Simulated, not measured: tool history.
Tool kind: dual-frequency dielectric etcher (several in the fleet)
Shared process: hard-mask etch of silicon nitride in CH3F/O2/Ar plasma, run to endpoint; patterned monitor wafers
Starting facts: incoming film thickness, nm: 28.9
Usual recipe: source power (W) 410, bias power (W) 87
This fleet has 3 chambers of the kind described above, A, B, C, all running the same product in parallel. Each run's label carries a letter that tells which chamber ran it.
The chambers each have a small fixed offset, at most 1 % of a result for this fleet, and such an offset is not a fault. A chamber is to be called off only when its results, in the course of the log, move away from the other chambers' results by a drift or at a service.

run	day	source power (W)	bias power (W)	hours since the last wet clean	hours since the last source power generator calibration	hours since the last bias power generator calibration	endpoint time (s)
1C	0.200	410	87	193.9	2869.6	2750.8	39.313
2A	0.479	410	87	256.5	1091.5	3300.9	39.108
3B	0.754	410	87	287.8	2411.4	2997.7	38.964
4A	0.925	410	87	267.2	1102.2	3311.6	38.778
5B	1.075	410	87	295.5	2419.1	3005.4	38.594
6C	1.412	410	95	223.0	2898.7	2779.9	37.914
7B	1.617	410	95	308.5	2432.1	3018.4	37.592
8A	1.888	410	95	290.3	1125.3	3334.7	37.622
9C	2.142	410	87	240.5	2916.2	2797.4	39.447
10B	2.475	410	87	329.1	2452.7	3039.0	38.913
11A	2.638	410	87	308.3	1143.3	3352.7	39.382
12C	2.850	410	87	257.5	2933.2	2814.4	39.274
13C	3.146	410	87	264.6	2940.3	2821.5	39.286
14A	3.354	410	87	325.5	1160.5	3369.9	38.903
15B	3.567	410	87	355.3	2478.9	3065.2	38.655
16B	3.729	500	87	359.2	2482.8	3069.1	35.995
17A	3.888	500	87	338.3	1173.3	3382.7	35.852
18C	4.154	500	87	288.8	2964.5	2845.7	36.357
19A	4.450	410	87	351.8	1186.8	3396.2	38.841
20C	4.638	410	87	300.4	2976.1	2857.3	38.922
21B	4.817	510	73	385.3	2508.9	3095.2	37.943
22A	4.992	510	73	364.8	1199.8	3409.2	37.906
23C	5.171	510	73	313.2	2988.9	2870.1	38.590
24B	5.446	410	87	400.4	2524.0	3110.3	38.729
# day 5.471: chamber A: wet clean of the chamber
25A	5.742	340	98	6.6	1217.8	3427.2	40.071
26C	6.012	340	98	333.4	3009.1	2890.3	40.364
27B	6.200	340	98	418.5	2542.1	3128.4	40.262
28A	6.425	410	87	23.0	1234.2	3443.6	38.978
29B	6.758	410	70	431.9	2555.5	3141.8	41.671
30C	6.929	410	70	355.4	3031.1	2912.3	42.177
31C	7.088	410	70	359.2	3034.9	2916.1	42.220
32B	7.408	410	87	447.5	2571.1	3157.4	39.115
33A	7.592	360	77	51.0	1262.2	3471.6	42.923
34B	7.746	360	77	455.6	2579.2	3165.5	42.521
35A	7.942	360	77	59.4	1270.6	3480.0	42.739
36C	8.192	410	87	385.7	3061.4	2942.6	38.739
37C	8.346	370	87	389.4	3065.1	2946.3	40.641

Predict what each chamber gives when all 3 of them run the settings below next.
38A	8.588	410	69				?
38B	8.588	410	69				?
38C	8.588	410	69				?

run	endpoint time (s)
38A	42.162
38B	42.213
38C	42.462
